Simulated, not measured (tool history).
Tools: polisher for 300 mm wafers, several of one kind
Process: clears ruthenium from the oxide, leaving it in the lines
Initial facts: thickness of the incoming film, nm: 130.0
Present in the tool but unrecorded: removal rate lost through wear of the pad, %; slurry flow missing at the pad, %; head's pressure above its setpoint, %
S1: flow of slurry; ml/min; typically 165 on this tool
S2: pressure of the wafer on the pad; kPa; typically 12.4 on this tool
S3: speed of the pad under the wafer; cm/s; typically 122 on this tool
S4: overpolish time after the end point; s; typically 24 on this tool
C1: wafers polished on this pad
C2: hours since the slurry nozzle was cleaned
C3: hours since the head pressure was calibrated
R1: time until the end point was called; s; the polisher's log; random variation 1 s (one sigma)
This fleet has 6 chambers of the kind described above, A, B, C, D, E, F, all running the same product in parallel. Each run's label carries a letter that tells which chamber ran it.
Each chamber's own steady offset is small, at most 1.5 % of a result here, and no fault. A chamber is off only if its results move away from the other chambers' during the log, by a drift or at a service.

| run | hour | S1 | S2 | S3 | S4 | C1 | C2 | C3 | R1 |
|---|---|---|---|---|---|---|---|---|---|
|  | 1.6 | chamber C: worn pad replaced by a new one |
| 1C | 6.9 | 165 | 12.4 | 122 | 24 | 48 | 27 | 856.5 | 123.55 |
| 2F | 16.4 | 165 | 12.4 | 122 | 24 | 397 | 416.7 | 81.1 | 125.01 |
| 3E | 24.6 | 165 | 12.4 | 122 | 24 | 328 | 186 | 429.9 | 121.67 |
| 4A | 32.9 | 165 | 12.4 | 122 | 24 | 927 | 174.5 | 387.7 | 124.2 |
|  | 34.5 | chamber F: worn pad replaced by a new one |
| 5D | 39.9 | 165 | 12.4 | 122 | 24 | 393 | 149.8 | 620.1 | 123.31 |
| 6B | 49.3 | 165 | 12.4 | 122 | 24 | 681 | 110.2 | 512.5 | 124.57 |
| 7A | 59.6 | 165 | 12.4 | 122 | 24 | 1171 | 201.2 | 414.4 | 123.68 |
|  | 63.5 | chamber E: worn pad replaced by a new one |
|  | 67.3 | chamber D: worn pad replaced by a new one |
| 8D | 69.4 | 165 | 12.4 | 122 | 24 | 19 | 179.3 | 649.6 | 122.91 |
| 9B | 77.8 | 165 | 12.4 | 122 | 24 | 942 | 138.7 | 541 | 121.37 |
| 10C | 86.9 | 165 | 12.4 | 122 | 24 | 782 | 107 | 936.5 | 122.35 |
|  | 91.3 | chamber A: worn pad replaced by a new one |
| 11E | 94 | 165 | 9.7 | 122 | 35 | 280 | 255.4 | 499.3 | 153.23 |
|  | 98.2 | chamber F: worn pad replaced by a new one |
| 12F | 99.9 | 165 | 9.7 | 122 | 35 | 15 | 500.2 | 164.6 | 157.39 |
| 13C | 112.1 | 165 | 9.7 | 122 | 35 | 1013 | 132.2 | 961.7 | 158.62 |
| 14E | 120.8 | 165 | 9.7 | 122 | 35 | 525 | 282.2 | 526.1 | 154.56 |
| 15B | 130.8 | 165 | 9.7 | 122 | 35 | 1428 | 191.7 | 594 | 156.1 |
|  | 131.4 | chamber D: worn pad replaced by a new one |
|  | 133.3 | chamber C: worn pad replaced by a new one |
|  | 133.6 | chamber B: worn pad replaced by a new one |
|  | 140.1 | chamber E: worn pad replaced by a new one |
| 16D | 142.9 | 165 | 9.7 | 122 | 35 | 105 | 252.8 | 723.1 | 159.92 |
| 17F | 153.6 | 165 | 12.4 | 122 | 24 | 508 | 553.9 | 218.3 | 124.46 |
|  | 160.9 | chamber D: slurry nozzle cleaned |
| 18A | 165.7 | 165 | 12.4 | 122 | 24 | 682 | 307.3 | 520.5 | 124.28 |
| 19D | 171.2 | 165 | 12.4 | 122 | 24 | 365 | 10.3 | 751.4 | 123.64 |
|  | 177.1 | chamber F: worn pad replaced by a new one |
| 20A | 182.7 | 165 | 12.4 | 122 | 24 | 838 | 324.3 | 537.5 | 125.85 |
| 21C | 189.8 | 165 | 15.2 | 122 | 24 | 518 | 209.9 | 1039.4 | 100.41 |
|  | 197.4 | chamber D: worn pad replaced by a new one |
| 22B | 200.3 | 165 | 15.2 | 122 | 24 | 612 | 261.2 | 663.5 | 96.888 |
|  | 203.7 | chamber A: slurry nozzle cleaned |
|  | 206.3 | chamber E: worn pad replaced by a new one |
| 23F | 207.4 | 165 | 15.2 | 122 | 24 | 278 | 607.7 | 272.1 | 101.03 |
| 24E | 216.3 | 165 | 15.2 | 122 | 24 | 92 | 377.7 | 621.6 | 100.2 |
| 25B | 224 | 165 | 15.2 | 122 | 24 | 829 | 284.9 | 687.2 | 96.178 |
| 26E | 235.8 | 165 | 15.2 | 122 | 24 | 271 | 397.2 | 641.1 | 101.15 |
|  | 240.4 | chamber F: worn pad replaced by a new one |
| 27F | 244.4 | 165 | 12.4 | 122 | 24 | 36 | 644.7 | 309.1 | 123.21 |
|  | 254.1 | chamber B: slurry nozzle cleaned |
|  | 256.5 | chamber A: worn pad replaced by a new one |
| 28D | 257.2 | 165 | 12.4 | 122 | 24 | 549 | 96.3 | 837.4 | 122.03 |
|  | 260.8 | chamber E: slurry nozzle cleaned |
|  | 266 | chamber E: worn pad replaced by a new one |
| 29C | 269 | 165 | 12.4 | 122 | 24 | 1244 | 289.1 | 1118.6 | 122.09 |
|  | 269.8 | chamber C: worn pad replaced by a new one |
|  | 277.1 | chamber D: worn pad replaced by a new one |
| 30A | 279.9 | 165 | 12.4 | 122 | 24 | 215 | 76.2 | 634.7 | 124.15 |
|  | 291.7 | chamber B: worn pad replaced by a new one |
| 31F | 292.1 | 165 | 12.4 | 122 | 24 | 474 | 692.4 | 356.8 | 123.11 |
|  | 293.6 | chamber C: slurry nozzle cleaned |
| 32E | 301 | 165 | 12.4 | 122 | 24 | 321 | 40.2 | 706.3 | 120.55 |
| 33B | 310 | 165 | 12.4 | 122 | 24 | 168 | 56 | 773.2 | 117.53 |
|  | 313.5 | chamber A: head pressure recalibrated |
| 34C | 321.9 | 165 | 12.4 | 122 | 24 | 477 | 28.4 | 1171.5 | 121.6 |
| 35A | 332.5 | 165 | 12.4 | 122 | 24 | 697 | 128.8 | 19 | 123.99 |
| 36D | 343.8 | 165 | 12.4 | 122 | 24 | 611 | 182.9 | 924 | 123.98 |
| 37C | 350.1 | 115 | 12.4 | 122 | 33 | 736 | 56.6 | 1199.7 | 131.63 |

What goes on in this fleet: one chamber off, a drifting gauge, or nothing beyond the chambers' own small offsets? Name the chamber and the cause, if any.

Chamber B drifts away from the others.
Cause: head's pressure above its setpoint, % = 7.58.

Below are 4 candidate recipes for chamber B's next run, each the usual settings with a change, their results shown as question marks. Which of them brings B's results back in line with what the other chambers give on the usual settings?
In line means no further than this from the other chambers' mean on the usual settings: R1 3.6 s
| 38B-1 | 359.2 | 165 | 12.4 | 124 | 24 |  |  |  | ? |
| 38B-2 | 359.2 | 165 | 12.4 | 130 | 24 |  |  |  | ? |
| 38B-3 | 359.2 | 165 | 12.4 | 120 | 24 |  |  |  | ? |
| 38B-4 | 359.2 | 165 | 12.4 | 114 | 24 |  |  |  | ? |

Other chambers, usual settings, mean: R1 123.09 s
| run | R1 |
|---|---|
| 38B-1 | 112.72 |
| 38B-2 | 107.51 |
| 38B-3 | 116.49 |
| 38B-4 | 122.64 |
38B-4 is the one that brings the chamber's results back in line with the other chambers.

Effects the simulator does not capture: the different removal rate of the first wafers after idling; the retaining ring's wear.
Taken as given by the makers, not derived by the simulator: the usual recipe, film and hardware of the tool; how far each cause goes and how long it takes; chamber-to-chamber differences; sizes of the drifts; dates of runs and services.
